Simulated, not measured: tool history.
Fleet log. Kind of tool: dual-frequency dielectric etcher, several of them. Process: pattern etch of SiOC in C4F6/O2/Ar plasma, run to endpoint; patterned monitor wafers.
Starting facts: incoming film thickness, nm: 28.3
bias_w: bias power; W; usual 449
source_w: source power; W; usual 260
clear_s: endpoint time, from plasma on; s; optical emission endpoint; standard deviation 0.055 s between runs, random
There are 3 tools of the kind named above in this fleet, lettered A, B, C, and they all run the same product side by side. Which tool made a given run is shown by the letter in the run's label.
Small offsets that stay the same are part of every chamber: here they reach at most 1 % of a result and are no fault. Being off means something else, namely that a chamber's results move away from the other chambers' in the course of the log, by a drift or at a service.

run,hour,bias_w,source_w,hours since the last wet clean,hours since the last bias power generator calibration,hours since the last source power generator calibration,clear_s
1B,5.4,449,260,152.3,4039.9,4198.0,11.590
2C,10.8,449,260,347.4,3092.9,2995.2,11.742
3A,15.0,449,260,282.0,545.4,2702.9,11.766
4C,19.9,449,260,356.5,3102.0,3004.3,11.695
5A,25.1,449,260,292.1,555.5,2713.0,11.738
6B,29.6,449,260,176.5,4064.1,4222.2,11.602
7A,35.1,449,260,302.1,565.5,2723.0,11.752
8B,38.8,449,260,185.7,4073.3,4231.4,11.586
9C,42.4,449,260,379.0,3124.5,3026.8,11.684
10A,47.2,449,260,314.2,577.6,2735.1,11.754
11C,53.9,449,260,390.5,3136.0,3038.3,11.717
12B,59.0,449,320,205.9,4093.5,4251.6,10.749
13C,65.4,449,320,402.0,3147.5,3049.8,10.956
14A,68.7,449,320,335.7,599.1,2756.6,10.866
15B,75.1,449,260,222.0,4109.6,4267.7,11.799
16C,78.9,449,290,415.5,3161.0,3063.3,11.316
17A,83.6,449,290,350.6,614.0,2771.5,11.262
18B,87.4,449,290,234.3,4121.9,4280.0,11.220
19B,94.1,449,260,241.0,4128.6,4286.7,11.741
20A,97.2,503,280,364.2,627.6,2785.1,10.906
21C,102.3,503,280,438.9,3184.4,3086.7,10.954
22C,105.4,503,280,442.0,3187.5,3089.8,10.948
23A,110.9,449,260,377.9,641.3,2798.8,11.692
24B,117.1,449,240,264.0,4151.6,4309.7,12.253
25A,121.7,449,240,388.7,652.1,2809.6,12.134
26C,126.2,449,240,462.8,3208.3,3110.6,12.035
27B,129.9,449,260,276.8,4164.4,4322.5,11.953
28A,133.8,449,260,400.8,664.2,2821.7,11.711
29B,138.9,449,260,285.8,4173.4,4331.5,12.032
30C,144.1,362,210,480.7,3226.2,3128.5,13.761
31C,148.4,362,210,485.0,3230.5,3132.8,13.633
32A,153.7,362,210,420.7,684.1,2841.6,13.810
33B,159.6,449,320,306.5,4194.1,4352.2,11.192
34B,163.4,449,320,310.3,4197.9,4356.0,11.258
# hour 166.4: chamber A: wet clean of the chamber
35C,169.6,449,320,506.2,3251.7,3154.0,10.834
36A,175.2,362,260,8.9,705.6,2863.1,12.666
37A,180.8,362,260,14.5,711.2,2868.7,12.755

Which is it: a chamber that has drifted or been left off by a service, a gauge drift common to all chambers, or only each chamber's usual small offset? If a chamber is off, name it and its likeliest cause.

Chamber B drifts away from the others.
Most likely cause: etch rate under this chamber's usual, % = 4.76.

Here are 4 candidates for chamber B's next run, each the usual settings with a change, their results left as question marks. Which one brings its results back in line with what the others give on the usual settings?
In-line tolerance around the mean of the other chambers on the usual settings: clear_s 0.190 s
38B-1,185.8,449,230,,,,?
38B-2,185.8,494,280,,,,?
38B-3,185.8,404,240,,,,?
38B-4,185.8,475,270,,,,?

On the usual settings, the other chambers give on average: clear_s 11.701 s
run,clear_s
38B-1,12.690
38B-2,11.394
38B-3,12.999
38B-4,11.719
38B-4 brings the chamber back in line.
